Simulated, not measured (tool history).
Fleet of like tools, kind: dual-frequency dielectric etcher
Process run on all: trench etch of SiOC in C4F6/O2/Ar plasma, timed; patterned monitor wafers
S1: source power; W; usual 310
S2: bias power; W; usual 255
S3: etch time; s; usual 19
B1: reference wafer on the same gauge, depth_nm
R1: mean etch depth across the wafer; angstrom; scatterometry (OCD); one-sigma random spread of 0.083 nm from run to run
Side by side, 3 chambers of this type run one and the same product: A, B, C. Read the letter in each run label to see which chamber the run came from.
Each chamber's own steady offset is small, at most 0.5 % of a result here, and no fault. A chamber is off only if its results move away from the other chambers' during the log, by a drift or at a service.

{"run": "1A", "hour": 4.0, "S1": 310, "S2": 255, "S3": 19, "B1": 36.299, "R1": 403.87}
{"run": "2B", "hour": 7.3, "S1": 310, "S2": 255, "S3": 19, "B1": 36.288, "R1": 401.29}
{"run": "3C", "hour": 10.7, "S1": 310, "S2": 255, "S3": 19, "B1": 36.285, "R1": 399.33}
{"run": "4B", "hour": 15.3, "S1": 310, "S2": 255, "S3": 19, "B1": 36.276, "R1": 398.86}
{"run": "5A", "hour": 19.3, "S1": 310, "S2": 255, "S3": 19, "B1": 36.298, "R1": 400.87}
{"run": "6C", "hour": 21.6, "S1": 310, "S2": 255, "S3": 19, "B1": 36.291, "R1": 399.18}
{"run": "7A", "hour": 24.7, "S1": 310, "S2": 255, "S3": 19, "B1": 36.307, "R1": 402.58}
{"run": "8B", "hour": 27.4, "S1": 310, "S2": 255, "S3": 19, "B1": 36.304, "R1": 400.05}
{"run": "9C", "hour": 29.9, "S1": 310, "S2": 255, "S3": 19, "B1": 36.269, "R1": 400.46}
{"run": "10A", "hour": 34.2, "S1": 280, "S2": 255, "S3": 19, "B1": 36.307, "R1": 386.28}
{"run": "11C", "hour": 36.4, "S1": 280, "S2": 255, "S3": 19, "B1": 36.295, "R1": 385.24}
{"run": "12B", "hour": 38.9, "S1": 280, "S2": 255, "S3": 19, "B1": 36.299, "R1": 385.23}
{"run": "13B", "hour": 41.8, "S1": 310, "S2": 255, "S3": 19, "B1": 36.319, "R1": 399.59}
{"run": "14A", "hour": 46.8, "S1": 230, "S2": 312, "S3": 19, "B1": 36.31, "R1": 384.33}
{"run": "15C", "hour": 51.1, "S1": 230, "S2": 312, "S3": 19, "B1": 36.308, "R1": 384.78}
{"hour": 51.8, "done": "chamber C: wet clean of the chamber"}
{"run": "16A", "hour": 54.7, "S1": 230, "S2": 312, "S3": 19, "B1": 36.299, "R1": 386.71}
{"run": "17C", "hour": 58.5, "S1": 310, "S2": 255, "S3": 19, "B1": 36.295, "R1": 410.59}
{"run": "18B", "hour": 61.6, "S1": 360, "S2": 255, "S3": 24, "B1": 36.302, "R1": 536.11}
{"run": "19C", "hour": 65.6, "S1": 360, "S2": 255, "S3": 24, "B1": 36.305, "R1": 545.72}
{"run": "20B", "hour": 68.1, "S1": 360, "S2": 255, "S3": 24, "B1": 36.315, "R1": 536.28}
{"run": "21A", "hour": 72.1, "S1": 310, "S2": 255, "S3": 19, "B1": 36.292, "R1": 402.22}
{"run": "22C", "hour": 75.8, "S1": 310, "S2": 255, "S3": 19, "B1": 36.28, "R1": 408.89}
{"run": "23B", "hour": 78.1, "S1": 310, "S2": 255, "S3": 19, "B1": 36.298, "R1": 399.32}
{"run": "24A", "hour": 82.2, "S1": 310, "S2": 255, "S3": 19, "B1": 36.294, "R1": 401.69}
{"run": "25C", "hour": 84.9, "S1": 310, "S2": 255, "S3": 19, "B1": 36.286, "R1": 409.41}
{"run": "26A", "hour": 87.3, "S1": 310, "S2": 255, "S3": 19, "B1": 36.301, "R1": 404.0}
{"run": "27B", "hour": 92.1, "S1": 310, "S2": 311, "S3": 19, "B1": 36.309, "R1": 431.1}
{"run": "28A", "hour": 96.3, "S1": 310, "S2": 311, "S3": 19, "B1": 36.312, "R1": 429.72}
{"run": "29C", "hour": 100.9, "S1": 310, "S2": 311, "S3": 19, "B1": 36.317, "R1": 439.84}
{"run": "30B", "hour": 105.5, "S1": 310, "S2": 255, "S3": 19, "B1": 36.307, "R1": 399.92}
{"run": "31B", "hour": 108.4, "S1": 310, "S2": 255, "S3": 19, "B1": 36.296, "R1": 399.91}
{"run": "32A", "hour": 110.8, "S1": 310, "S2": 255, "S3": 19, "B1": 36.297, "R1": 401.67}
{"run": "33C", "hour": 115.5, "S1": 270, "S2": 255, "S3": 19, "B1": 36.286, "R1": 389.2}
{"run": "34C", "hour": 119.1, "S1": 270, "S2": 255, "S3": 19, "B1": 36.29, "R1": 390.1}
{"run": "35A", "hour": 121.9, "S1": 270, "S2": 255, "S3": 19, "B1": 36.273, "R1": 382.92}
{"run": "36B", "hour": 126.3, "S1": 310, "S2": 255, "S3": 19, "B1": 36.32, "R1": 398.73}
{"run": "37C", "hour": 129.9, "S1": 310, "S2": 255, "S3": 19, "B1": 36.287, "R1": 409.56}
{"run": "38B", "hour": 134.4, "S1": 310, "S2": 255, "S3": 19, "B1": 36.311, "R1": 398.87}
{"run": "39A", "hour": 137.4, "S1": 310, "S2": 255, "S3": 19, "B1": 36.32, "R1": 401.74}
{"run": "40B", "hour": 141.7, "S1": 310, "S2": 255, "S3": 19, "B1": 36.3, "R1": 400.49}

Next, all 3 chambers run the settings below, one line each with question marks for the results. What does each chamber give?
{"run": "41A", "hour": 145.3, "S1": 310, "S2": 297, "S3": 19, "R1": "?"}
{"run": "41B", "hour": 145.3, "S1": 310, "S2": 297, "S3": 19, "R1": "?"}
{"run": "41C", "hour": 145.3, "S1": 310, "S2": 297, "S3": 19, "R1": "?"}

run=41A R1=425.56
run=41B R1=421.89
run=41C R1=433.46
